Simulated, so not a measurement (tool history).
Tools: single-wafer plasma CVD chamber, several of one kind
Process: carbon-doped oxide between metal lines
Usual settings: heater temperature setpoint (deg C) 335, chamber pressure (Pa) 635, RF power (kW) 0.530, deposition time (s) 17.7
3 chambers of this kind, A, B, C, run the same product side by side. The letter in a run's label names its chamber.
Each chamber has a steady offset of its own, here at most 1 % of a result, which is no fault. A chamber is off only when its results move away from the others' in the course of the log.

| run | hour | heater temperature setpoint (deg C) | chamber pressure (Pa) | RF power (kW) | deposition time (s) | read-back reference wafer on the same gauge, thickness_nm | mean film thickness on the monitor wafer (angstrom) |
|---|---|---|---|---|---|---|---|
| 1A | 12.7 | 335 | 635 | 0.530 | 17.7 | 105.58 | 998.86 |
| 2C | 20.2 | 335 | 635 | 0.530 | 17.7 | 105.67 | 977.35 |
| 3B | 30.3 | 335 | 635 | 0.530 | 17.7 | 105.45 | 971.34 |
| 4C | 41.5 | 335 | 635 | 0.530 | 17.7 | 105.69 | 975.28 |
| 5A | 50.3 | 329 | 635 | 0.530 | 17.7 | 105.54 | 1018.10 |
| 6B | 58.1 | 329 | 635 | 0.530 | 17.7 | 105.59 | 991.92 |
| 7A | 71.9 | 329 | 635 | 0.530 | 17.7 | 105.66 | 1011.80 |
|  | 74.4 | chamber C: capacitance manometer re-zeroed and calibrated |
| 8C | 83.5 | 335 | 635 | 0.530 | 17.7 | 105.50 | 968.22 |
| 9B | 97.3 | 335 | 635 | 0.530 | 17.7 | 105.71 | 985.74 |
| 10A | 107.8 | 335 | 635 | 0.530 | 17.7 | 105.49 | 992.93 |
| 11C | 121.5 | 335 | 635 | 0.530 | 17.7 | 105.69 | 976.87 |
| 12B | 129.5 | 335 | 635 | 0.530 | 17.7 | 105.67 | 979.51 |
| 13C | 139.7 | 335 | 635 | 0.530 | 17.7 | 105.57 | 971.34 |
| 14B | 150.9 | 335 | 536 | 0.530 | 19.5 | 105.62 | 1047.40 |
| 15A | 162.9 | 335 | 536 | 0.530 | 19.5 | 105.53 | 1068.90 |
| 16B | 171.8 | 335 | 536 | 0.530 | 19.5 | 105.71 | 1059.90 |
| 17C | 178.6 | 335 | 635 | 0.530 | 17.7 | 105.58 | 969.92 |
| 18A | 188.2 | 335 | 635 | 0.530 | 17.7 | 105.58 | 993.26 |
| 19C | 196.2 | 335 | 635 | 0.530 | 17.7 | 105.50 | 969.80 |
| 20B | 208.3 | 335 | 635 | 0.530 | 17.7 | 105.71 | 982.67 |
| 21A | 218.1 | 335 | 635 | 0.530 | 17.7 | 105.58 | 994.58 |
| 22B | 227.4 | 335 | 635 | 0.530 | 17.7 | 105.62 | 977.38 |
| 23C | 241.1 | 335 | 635 | 0.530 | 17.7 | 105.65 | 977.53 |
| 24A | 253.1 | 335 | 635 | 0.530 | 17.7 | 105.68 | 985.66 |
| 25A | 262.0 | 335 | 635 | 0.530 | 17.7 | 105.57 | 981.44 |
| 26B | 271.9 | 335 | 725 | 0.530 | 17.7 | 105.62 | 995.46 |
| 27C | 277.9 | 335 | 725 | 0.530 | 17.7 | 105.57 | 984.42 |
| 28C | 288.6 | 335 | 725 | 0.530 | 17.7 | 105.56 | 992.08 |
| 29B | 295.1 | 335 | 635 | 0.530 | 17.7 | 105.64 | 974.03 |

Is one chamber off against the others, does the gauge drift, or is nothing wrong? If a chamber is off, say which, and what the likeliest cause is.

No chamber stands off beyond its own small offset, and the gauge holds steady.
